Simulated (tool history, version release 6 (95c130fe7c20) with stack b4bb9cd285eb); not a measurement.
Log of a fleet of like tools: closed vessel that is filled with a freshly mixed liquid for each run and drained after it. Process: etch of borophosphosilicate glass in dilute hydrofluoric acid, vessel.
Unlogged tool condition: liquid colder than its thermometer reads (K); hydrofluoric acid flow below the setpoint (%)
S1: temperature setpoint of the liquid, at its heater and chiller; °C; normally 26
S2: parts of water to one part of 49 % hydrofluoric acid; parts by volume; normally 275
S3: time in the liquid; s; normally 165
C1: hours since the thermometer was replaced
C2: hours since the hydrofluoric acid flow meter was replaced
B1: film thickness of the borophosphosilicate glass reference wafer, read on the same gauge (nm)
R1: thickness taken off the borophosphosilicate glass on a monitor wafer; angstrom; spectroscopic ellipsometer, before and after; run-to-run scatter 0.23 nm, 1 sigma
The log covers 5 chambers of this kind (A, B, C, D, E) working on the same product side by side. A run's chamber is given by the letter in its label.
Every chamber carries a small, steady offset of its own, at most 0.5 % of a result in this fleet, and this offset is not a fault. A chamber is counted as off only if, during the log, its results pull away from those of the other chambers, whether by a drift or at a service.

run 1E hour=12.7 | S1=26 S2=275 S3=165 | C1=742.1 C2=2036.0 | B1=79.985 | R1=280.44
run 2A hour=24.3 | S1=26 S2=275 S3=165 | C1=237.2 C2=496.2 | B1=79.978 | R1=278.84
run 3C hour=33.5 | S1=26 S2=275 S3=165 | C1=370.4 C2=984.5 | B1=79.997 | R1=275.52
run 4D hour=43.8 | S1=26 S2=275 S3=165 | C1=1860.4 C2=408.0 | B1=79.982 | R1=278.13
run 5B hour=50.9 | S1=26 S2=275 S3=165 | C1=753.2 C2=903.6 | B1=80.022 | R1=275.79
run 6A hour=64.7 | S1=26 S2=230 S3=130 | C1=277.6 C2=536.6 | B1=79.992 | R1=278.97
run 7D hour=79.0 | S1=26 S2=230 S3=130 | C1=1895.6 C2=443.2 | B1=79.993 | R1=276.89
run 8B hour=89.8 | S1=26 S2=230 S3=130 | C1=792.1 C2=942.5 | B1=80.024 | R1=276.19
run 9C hour=100.0 | S1=26 S2=230 S3=130 | C1=436.9 C2=1051.0 | B1=79.994 | R1=274.00
run 10E hour=109.3 | S1=26 S2=230 S3=130 | C1=838.7 C2=2132.6 | B1=80.008 | R1=275.06
run 11D hour=123.4 | S1=26 S2=275 S3=165 | C1=1940.0 C2=487.6 | B1=79.994 | R1=275.17
run 12C hour=135.3 | S1=26 S2=275 S3=165 | C1=472.2 C2=1086.3 | B1=80.026 | R1=279.73
run 13B hour=145.6 | S1=26 S2=275 S3=165 | C1=847.9 C2=998.3 | B1=80.002 | R1=279.32
run 14E hour=152.3 | S1=26 S2=275 S3=165 | C1=881.7 C2=2175.6 | B1=79.967 | R1=279.58
-- hour=158.4 chamber E: hydrofluoric acid flow meter replaced
run 15A hour=161.0 | S1=26 S2=275 S3=165 | C1=373.9 C2=632.9 | B1=79.997 | R1=280.69
-- hour=163.9 chamber D: thermometer replaced
run 16D hour=168.8 | S1=26 S2=275 S3=165 | C1=4.9 C2=533.0 | B1=80.015 | R1=272.73
run 17B hour=180.5 | S1=26 S2=275 S3=165 | C1=882.8 C2=1033.2 | B1=80.049 | R1=278.46
run 18A hour=190.4 | S1=26 S2=275 S3=165 | C1=403.3 C2=662.3 | B1=79.989 | R1=280.03
run 19C hour=198.2 | S1=26 S2=275 S3=165 | C1=535.1 C2=1149.2 | B1=80.022 | R1=280.70
run 20E hour=209.1 | S1=22 S2=275 S3=250 | C1=938.5 C2=50.7 | B1=80.014 | R1=365.88
run 21C hour=221.1 | S1=22 S2=275 S3=250 | C1=558.0 C2=1172.1 | B1=80.017 | R1=358.58
run 22D hour=235.3 | S1=22 S2=275 S3=250 | C1=71.4 C2=599.5 | B1=79.997 | R1=358.69
run 23E hour=243.1 | S1=22 S2=275 S3=250 | C1=972.5 C2=84.7 | B1=79.953 | R1=364.70
run 24B hour=256.7 | S1=22 S2=275 S3=250 | C1=959.0 C2=1109.4 | B1=80.022 | R1=365.57
run 25A hour=270.7 | S1=21 S2=275 S3=210 | C1=483.6 C2=742.6 | B1=79.981 | R1=296.37
run 26D hour=285.1 | S1=21 S2=275 S3=210 | C1=121.2 C2=649.3 | B1=80.044 | R1=285.87
run 27C hour=295.0 | S1=21 S2=275 S3=210 | C1=631.9 C2=1246.0 | B1=80.015 | R1=291.61
run 28E hour=302.9 | S1=21 S2=275 S3=210 | C1=1032.3 C2=144.5 | B1=79.958 | R1=299.30
run 29B hour=309.3 | S1=21 S2=275 S3=210 | C1=1011.6 C2=1162.0 | B1=80.007 | R1=292.30
run 30A hour=318.2 | S1=26 S2=275 S3=165 | C1=531.1 C2=790.1 | B1=80.004 | R1=279.55
-- hour=328.0 chamber A: thermometer replaced
run 31B hour=329.0 | S1=26 S2=275 S3=165 | C1=1031.3 C2=1181.7 | B1=79.981 | R1=275.22
run 32D hour=340.4 | S1=26 S2=275 S3=165 | C1=176.5 C2=704.6 | B1=79.967 | R1=262.89
run 33A hour=351.9 | S1=26 S2=275 S3=165 | C1=23.9 C2=823.8 | B1=79.963 | R1=278.87
run 34E hour=360.7 | S1=26 S2=275 S3=165 | C1=1090.1 C2=202.3 | B1=79.991 | R1=282.49
run 35C hour=374.5 | S1=26 S2=275 S3=165 | C1=711.4 C2=1325.5 | B1=79.999 | R1=274.85
run 36B hour=383.5 | S1=26 S2=275 S3=165 | C1=1085.8 C2=1236.2 | B1=80.014 | R1=276.86
run 37A hour=395.7 | S1=22 S2=390 S3=165 | C1=67.7 C2=867.6 | B1=79.992 | R1=152.76
run 38C hour=408.5 | S1=22 S2=390 S3=165 | C1=745.4 C2=1359.5 | B1=80.001 | R1=153.49
run 39E hour=419.0 | S1=22 S2=390 S3=165 | C1=1148.4 C2=260.6 | B1=80.013 | R1=151.23
run 40D hour=430.4 | S1=22 S2=390 S3=165 | C1=266.5 C2=794.6 | B1=80.012 | R1=140.43
run 41B hour=443.5 | S1=22 S2=390 S3=165 | C1=1145.8 C2=1296.2 | B1=80.005 | R1=151.46
run 42D hour=452.1 | S1=26 S2=275 S3=165 | C1=288.2 C2=816.3 | B1=79.984 | R1=257.87
run 43E hour=464.1 | S1=26 S2=275 S3=165 | C1=1193.5 C2=305.7 | B1=79.984 | R1=275.61
run 44C hour=474.1 | S1=26 S2=275 S3=165 | C1=811.0 C2=1425.1 | B1=79.972 | R1=273.85

Next, all 5 chambers run the settings below, one line each with question marks for the results. What does each chamber give?
run 45A hour=484.7 | S1=26 S2=360 S3=165 | R1=?
run 45B hour=484.7 | S1=26 S2=360 S3=165 | R1=?
run 45C hour=484.7 | S1=26 S2=360 S3=165 | R1=?
run 45D hour=484.7 | S1=26 S2=360 S3=165 | R1=?
run 45E hour=484.7 | S1=26 S2=360 S3=165 | R1=?

run=45A R1=193.03
run=45B R1=193.11
run=45C R1=195.04
run=45D R1=179.63
run=45E R1=192.44
